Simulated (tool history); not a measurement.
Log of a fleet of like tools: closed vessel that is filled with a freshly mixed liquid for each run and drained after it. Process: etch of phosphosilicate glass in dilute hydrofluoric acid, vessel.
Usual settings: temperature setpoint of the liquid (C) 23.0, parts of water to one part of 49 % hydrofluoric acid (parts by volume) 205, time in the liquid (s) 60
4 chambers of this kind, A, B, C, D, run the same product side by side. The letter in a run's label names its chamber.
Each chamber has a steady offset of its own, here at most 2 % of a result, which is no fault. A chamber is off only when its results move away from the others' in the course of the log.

run  hour  temperature setpoint of the liquid (C)  parts of water to one part of 49 % hydrofluoric acid (parts by volume)  time in the liquid (s)  read-back film thickness of the phosphosilicate glass reference wafer, read on the same gauge (nm)  thickness taken off the phosphosilicate glass on a monitor wafer (nm)
 1D   4.6                                    23.0                                                                     205                      60                                                                                              130.00                                                                 28.004
 2C   7.7                                    23.0                                                                     205                      60                                                                                              129.99                                                                 27.895
 3A  11.0                                    23.0                                                                     205                      60                                                                                              129.99                                                                 28.732
 4B  14.0                                    23.0                                                                     205                      60                                                                                              130.01                                                                 27.410
 5D  17.4                                    23.0                                                                     205                      60                                                                                              130.00                                                                 28.030
 6A  20.3                                    23.0                                                                     205                      60                                                                                              130.03                                                                 28.515
 7B  25.0                                    23.0                                                                     205                      60                                                                                              130.02                                                                 27.925
 8C  29.8                                    23.0                                                                     205                      60                                                                                              130.01                                                                 28.223
 9B  33.4                                    23.0                                                                     205                      60                                                                                              129.99                                                                 27.572
10A  36.0                                    23.0                                                                     205                      60                                                                                              130.00                                                                 28.657
11D  38.4                                    23.0                                                                     205                      60                                                                                              129.99                                                                 28.912
12C  42.3                                    23.0                                                                     205                      60                                                                                              130.00                                                                 28.262
13B  47.3                                    23.0                                                                     205                      60                                                                                              129.99                                                                 27.925
14A  49.9                                    23.0                                                                     205                      60                                                                                              130.00                                                                 28.043
15D  53.4                                    23.0                                                                     205                      60                                                                                              129.99                                                                 29.537
16C  58.0                                    23.0                                                                     205                      60                                                                                              130.00                                                                 27.840
17D  60.3                                    23.0                                                                     205                      60                                                                                              130.00                                                                 29.771
18A  64.0                                    20.5                                                                     265                      60                                                                                              130.00                                                                 18.777
19B  66.2                                    20.5                                                                     265                      60                                                                                              130.02                                                                 18.289
20C  70.0                                    20.5                                                                     265                      60                                                                                              129.98                                                                 18.477
21A  74.5                                    20.5                                                                     265                      60                                                                                              129.98                                                                 18.883
22B  78.9                                    23.0                                                                     205                      60                                                                                              130.00                                                                 28.241
23D  81.7                                    23.0                                                                     205                      60                                                                                              130.01                                                                 30.751
24C  86.2                                    23.0                                                                     205                      60                                                                                              130.00                                                                 28.037

Next, every chamber runs the same settings. What will each give?
25A  89.9                                    27.5                                                                     205                      60                                                                                                                                                                          ?
25B  89.9                                    27.5                                                                     205                      60                                                                                                                                                                          ?
25C  89.9                                    27.5                                                                     205                      60                                                                                                                                                                          ?
25D  89.9                                    27.5                                                                     205                      60                                                                                                                                                                          ?

run  thickness taken off the phosphosilicate glass on a monitor wafer (nm)
25A                                                                 33.431
25B                                                                 32.436
25C                                                                 32.872
25D                                                                 36.296
